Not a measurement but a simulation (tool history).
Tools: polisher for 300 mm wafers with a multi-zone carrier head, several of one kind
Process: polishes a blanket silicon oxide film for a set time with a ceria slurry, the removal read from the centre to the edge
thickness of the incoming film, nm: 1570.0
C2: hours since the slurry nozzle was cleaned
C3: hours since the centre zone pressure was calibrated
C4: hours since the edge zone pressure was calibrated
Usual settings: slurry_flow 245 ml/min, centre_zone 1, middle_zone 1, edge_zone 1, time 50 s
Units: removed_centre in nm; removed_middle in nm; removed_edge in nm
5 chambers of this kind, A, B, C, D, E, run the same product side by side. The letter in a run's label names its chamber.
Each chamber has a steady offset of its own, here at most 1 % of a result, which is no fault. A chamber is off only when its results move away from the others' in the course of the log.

Run 1C, hour 1.9: usual settings; wafers polished on this pad 279; C2 752; C3 205; C4 173. Result: removed_centre 275.5 nm, removed_middle 276.99 nm, removed_edge 271.74 nm.
Run 2E, hour 5.4: usual settings; wafers polished on this pad 318; C2 134.7; C3 59.2; C4 632.3. Result: removed_centre 284.01 nm, removed_middle 271.9 nm, removed_edge 279.53 nm.
At hour 7.3: chamber B: worn pad replaced by a new one.
Run 3A, hour 7.9: usual settings; wafers polished on this pad 421; C2 152.1; C3 636.7; C4 918.7. Result: removed_centre 270.48 nm, removed_middle 277.75 nm, removed_edge 271.77 nm.
Run 4B, hour 11.3: usual settings; wafers polished on this pad 56; C2 561.2; C3 291.6; C4 375.3. Result: removed_centre 273.85 nm, removed_middle 274.15 nm, removed_edge 281.54 nm.
Run 5D, hour 15.1: usual settings; wafers polished on this pad 1465; C2 666.8; C3 198.9; C4 911.3. Result: removed_centre 276.62 nm, removed_middle 278.85 nm, removed_edge 270.74 nm.
At hour 18.9: chamber D: worn pad replaced by a new one.
Run 6C, hour 19.2: usual settings; wafers polished on this pad 518; C2 769.3; C3 222.3; C4 190.3. Result: removed_centre 276.94 nm, removed_middle 274.5 nm, removed_edge 271.31 nm.
Run 7E, hour 22.7: usual settings; wafers polished on this pad 557; C2 152; C3 76.5; C4 649.6. Result: removed_centre 269.37 nm, removed_middle 273.42 nm, removed_edge 277.5 nm.
At hour 25.3: chamber C: worn pad replaced by a new one.
Run 8B, hour 25.4: usual settings; wafers polished on this pad 251; C2 575.3; C3 305.7; C4 389.4. Result: removed_centre 275.36 nm, removed_middle 275.8 nm, removed_edge 270.75 nm.
Run 9D, hour 29: usual settings; wafers polished on this pad 140; C2 680.7; C3 212.8; C4 925.2. Result: removed_centre 272.36 nm, removed_middle 274.87 nm, removed_edge 275.63 nm.
Run 10A, hour 31.8: usual settings; wafers polished on this pad 751; C2 176; C3 660.6; C4 942.6. Result: removed_centre 273.64 nm, removed_middle 277.3 nm, removed_edge 273.44 nm.
At hour 32.8: chamber A: edge zone pressure recalibrated.
Run 11E, hour 34.8: usual settings; wafers polished on this pad 724; C2 164.1; C3 88.6; C4 661.7. Result: removed_centre 270.39 nm, removed_middle 277.84 nm, removed_edge 282.87 nm.
Run 12A, hour 37.6: usual settings; wafers polished on this pad 831; C2 181.8; C3 666.4; C4 4.9. Result: removed_centre 275.35 nm, removed_middle 277.02 nm, removed_edge 270.9 nm.
Run 13C, hour 39.4: usual settings; wafers polished on this pad 195; C2 789.5; C3 242.5; C4 210.5. Result: removed_centre 276.47 nm, removed_middle 278.63 nm, removed_edge 274.4 nm.
Run 14B, hour 41.7: usual settings; wafers polished on this pad 476; C2 591.6; C3 322; C4 405.7. Result: removed_centre 273.63 nm, removed_middle 272.3 nm, removed_edge 272.34 nm.
At hour 41.9: chamber E: worn pad replaced by a new one.
At hour 42.3: chamber B: slurry nozzle cleaned.
Run 15D, hour 45.6: usual settings; wafers polished on this pad 369; C2 697.3; C3 229.4; C4 941.8. Result: removed_centre 272.6 nm, removed_middle 275.98 nm, removed_edge 277.75 nm.
Run 16D, hour 48.1: usual settings; wafers polished on this pad 404; C2 699.8; C3 231.9; C4 944.3. Result: removed_centre 272.71 nm, removed_middle 277.42 nm, removed_edge 276.31 nm.
Run 17B, hour 51.6: usual settings; wafers polished on this pad 613; C2 9.4; C3 331.9; C4 415.6. Result: removed_centre 274.1 nm, removed_middle 276.49 nm, removed_edge 278.67 nm.
Run 18E, hour 54.4: usual settings; wafers polished on this pad 173; C2 183.7; C3 108.2; C4 681.3. Result: removed_centre 275.48 nm, removed_middle 275.71 nm, removed_edge 275.25 nm.
Run 19A, hour 56.9: usual settings; wafers polished on this pad 1098; C2 201.1; C3 685.7; C4 24.2. Result: removed_centre 269.6 nm, removed_middle 273.2 nm, removed_edge 272.38 nm.
At hour 59.3: chamber E: slurry nozzle cleaned.
Run 20C, hour 61.1: usual settings; wafers polished on this pad 495; C2 811.2; C3 264.2; C4 232.2. Result: removed_centre 281.41 nm, removed_middle 277.03 nm, removed_edge 277.02 nm.
Run 21A, hour 64.4: usual settings; wafers polished on this pad 1202; C2 208.6; C3 693.2; C4 31.7. Result: removed_centre 268.35 nm, removed_middle 272.31 nm, removed_edge 263.17 nm.
At hour 66.3: chamber E: edge zone pressure recalibrated.
At hour 67.5: chamber C: slurry nozzle cleaned.
Run 22C, hour 68: usual settings; wafers polished on this pad 590; C2 0.5; C3 271.1; C4 239.1. Result: removed_centre 271.3 nm, removed_middle 274.85 nm, removed_edge 271.41 nm.
Run 23B, hour 70: usual settings; wafers polished on this pad 867; C2 27.8; C3 350.3; C4 434. Result: removed_centre 270.34 nm, removed_middle 270.42 nm, removed_edge 275 nm.
At hour 71.5: chamber C: worn pad replaced by a new one.
Run 24D, hour 74.2: usual settings; wafers polished on this pad 764; C2 725.9; C3 258; C4 970.4. Result: removed_centre 279.67 nm, removed_middle 273.48 nm, removed_edge 274.56 nm.
Run 25E, hour 76.1: usual settings; wafers polished on this pad 473; C2 16.9; C3 129.9; C4 9.8. Result: removed_centre 280.39 nm, removed_middle 278.65 nm, removed_edge 277 nm.
Run 26B, hour 78: usual settings; wafers polished on this pad 978; C2 35.8; C3 358.3; C4 442. Result: removed_centre 275.88 nm, removed_middle 273.04 nm, removed_edge 273.09 nm.
At hour 79.9: chamber B: worn pad replaced by a new one.
Run 27D, hour 80.7: usual settings; wafers polished on this pad 854; C2 732.4; C3 264.5; C4 976.9. Result: removed_centre 279.89 nm, removed_middle 274.78 nm, removed_edge 277.01 nm.
At hour 81.7: chamber D: centre zone pressure recalibrated.
Run 28E, hour 82.9: usual settings; wafers polished on this pad 567; C2 23.7; C3 136.7; C4 16.6. Result: removed_centre 267.55 nm, removed_middle 273.87 nm, removed_edge 274.36 nm.
Run 29C, hour 86.5: usual settings but time 65 s; wafers polished on this pad 207; C2 19; C3 289.6; C4 257.6. Result: removed_centre 353.17 nm, removed_middle 358.26 nm, removed_edge 361.58 nm.
Run 30A, hour 90.4: usual settings but time 65 s; wafers polished on this pad 1561; C2 234.6; C3 719.2; C4 57.7. Result: removed_centre 329.64 nm, removed_middle 338 nm, removed_edge 328.76 nm.
Run 31C, hour 94.6: usual settings but time 65 s; wafers polished on this pad 319; C2 27.1; C3 297.7; C4 265.7. Result: removed_centre 361.93 nm, removed_middle 361.17 nm, removed_edge 352.1 nm.
At hour 94.7: chamber E: worn pad replaced by a new one.
Run 32A, hour 97: usual settings but time 65 s; wafers polished on this pad 1652; C2 241.2; C3 725.8; C4 64.3. Result: removed_centre 330.73 nm, removed_middle 333.12 nm, removed_edge 327.01 nm.
Run 33D, hour 99.9: usual settings but time 65 s; wafers polished on this pad 1120; C2 751.6; C3 18.2; C4 996.1. Result: removed_centre 356 nm, removed_middle 359.66 nm, removed_edge 362.66 nm.
Run 34E, hour 103.9: usual settings; wafers polished on this pad 128; C2 44.7; C3 157.7; C4 37.6. Result: removed_centre 277.86 nm, removed_middle 273.39 nm, removed_edge 275.69 nm.
Run 35B, hour 107.5: usual settings; wafers polished on this pad 381; C2 65.3; C3 387.8; C4 471.5. Result: removed_centre 263.06 nm, removed_middle 273.27 nm, removed_edge 273.82 nm.
Run 36C, hour 110.8: usual settings but time 61 s; wafers polished on this pad 543; C2 43.3; C3 313.9; C4 281.9. Result: removed_centre 336.62 nm, removed_middle 340.24 nm, removed_edge 331.05 nm.

Is one chamber off against the others, does the gauge drift, or is nothing wrong? If a chamber is off, say which, and what the likeliest cause is.

Chamber A drifts away from the others.
Cause: removal rate lost through wear of the pad, % = 9.27.

Here are 4 candidates for chamber A's next run, each the usual settings with a change, their results left as question marks. Which one brings its results back in line with what the others give on the usual settings?
In line means no further than this from the other chambers' mean on the usual settings: removed_centre 14 nm; removed_middle 7.1 nm; removed_edge 8.8 nm
Run 37A-1, hour 113.8: usual settings but middle_zone 0.99, edge_zone 1.01, time 55 s. Result: removed_centre ?, removed_middle ?, removed_edge ?.
Run 37A-2, hour 113.8: usual settings but time 52 s. Result: removed_centre ?, removed_middle ?, removed_edge ?.
Run 37A-3, hour 113.8: usual settings but time 48 s. Result: removed_centre ?, removed_middle ?, removed_edge ?.
Run 37A-4, hour 113.8: usual settings but middle_zone 1.01, edge_zone 0.99, time 45 s. Result: removed_centre ?, removed_middle ?, removed_edge ?.

The other chambers' mean on the usual settings: removed_centre 274.92 nm; removed_middle 275.41 nm; removed_edge 275.26 nm
  run  removed_centre  removed_middle  removed_edge
37A-1          276.82          274.25        276.45
37A-2          261.74           261.7        259.95
37A-3          241.61          241.57        239.96
37A-4          226.52          228.55        223.73
37A-1 brings the chamber back in line.
